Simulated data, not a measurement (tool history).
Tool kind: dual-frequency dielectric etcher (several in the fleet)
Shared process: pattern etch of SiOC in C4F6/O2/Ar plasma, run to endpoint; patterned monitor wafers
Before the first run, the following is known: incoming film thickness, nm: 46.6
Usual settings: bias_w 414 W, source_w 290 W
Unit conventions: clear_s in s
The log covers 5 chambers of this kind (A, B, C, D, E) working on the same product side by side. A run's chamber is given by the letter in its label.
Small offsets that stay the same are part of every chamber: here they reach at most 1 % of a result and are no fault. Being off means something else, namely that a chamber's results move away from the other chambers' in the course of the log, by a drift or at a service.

| run | hour | bias_w | source_w | clear_s |
|---|---|---|---|---|
| 1E | 8.8 | 414 | 290 | 18.891 |
| 2B | 16.6 | 414 | 290 | 19.022 |
|  | 21.8 | chamber E: wet clean of the chamber |
| 3C | 23.1 | 414 | 290 | 18.945 |
| 4A | 29.1 | 414 | 290 | 18.875 |
| 5D | 34.9 | 414 | 290 | 18.950 |
| 6E | 42.2 | 414 | 290 | 18.840 |
| 7C | 52.1 | 414 | 290 | 19.035 |
| 8A | 60.6 | 414 | 290 | 18.991 |
| 9B | 70.5 | 414 | 290 | 19.209 |
|  | 75.5 | chamber C: wet clean of the chamber |
| 10D | 80.2 | 414 | 290 | 18.975 |
| 11B | 87.6 | 414 | 290 | 18.929 |
| 12D | 94.1 | 414 | 290 | 18.993 |
| 13A | 100.2 | 496 | 290 | 17.739 |
| 14E | 107.3 | 496 | 290 | 17.631 |
| 15C | 114.6 | 496 | 290 | 17.732 |
| 16B | 122.2 | 496 | 290 | 17.964 |
|  | 125.3 | chamber A: source power generator calibrated |
|  | 129.5 | chamber B: wet clean of the chamber |
| 17E | 131.4 | 496 | 290 | 17.734 |
| 18C | 138.8 | 414 | 290 | 19.102 |
| 19A | 143.2 | 493 | 290 | 17.737 |
| 20D | 151.3 | 493 | 290 | 17.651 |
| 21C | 157.6 | 493 | 290 | 17.798 |
| 22D | 165.7 | 493 | 290 | 17.729 |
| 23E | 170.8 | 493 | 290 | 17.789 |
| 24A | 180.5 | 414 | 290 | 19.088 |
| 25B | 185.2 | 414 | 290 | 18.126 |
| 26A | 189.8 | 331 | 340 | 19.384 |
| 27E | 194.7 | 331 | 340 | 19.287 |
| 28B | 201.4 | 331 | 340 | 18.666 |
| 29C | 207.3 | 331 | 340 | 19.303 |
| 30D | 216.9 | 331 | 340 | 19.376 |
| 31D | 224.4 | 414 | 290 | 18.927 |
| 32C | 228.9 | 414 | 290 | 18.994 |

Read the log: is a single chamber off, either drifting away or since a service, is the gauge that measures every chamber drifting, or is nothing wrong beyond small per-chamber offsets? Name any odd chamber and what most likely caused it.

After it was serviced, chamber B no longer matches the other chambers.
Cause: etch rate over this chamber's usual, % = 5.13.

Which of the 4 candidates below, each the usual settings with something changed and its results left as question marks, puts chamber B back in line with what the other chambers give on the usual settings?
Counts as in line when no further than this from what the other chambers average on the usual settings: clear_s 0.320 s
| 33B-1 | 236.1 | 414 | 300 | ? |
| 33B-2 | 236.1 | 407 | 290 | ? |
| 33B-3 | 236.1 | 414 | 260 | ? |
| 33B-4 | 236.1 | 439 | 310 | ? |

The other chambers' mean on the usual settings: clear_s 18.948 s
| run | clear_s |
|---|---|
| 33B-1 | 17.948 |
| 33B-2 | 18.292 |
| 33B-3 | 18.932 |
| 33B-4 | 17.347 |
33B-3 is the one that brings the chamber's results back in line with the other chambers.
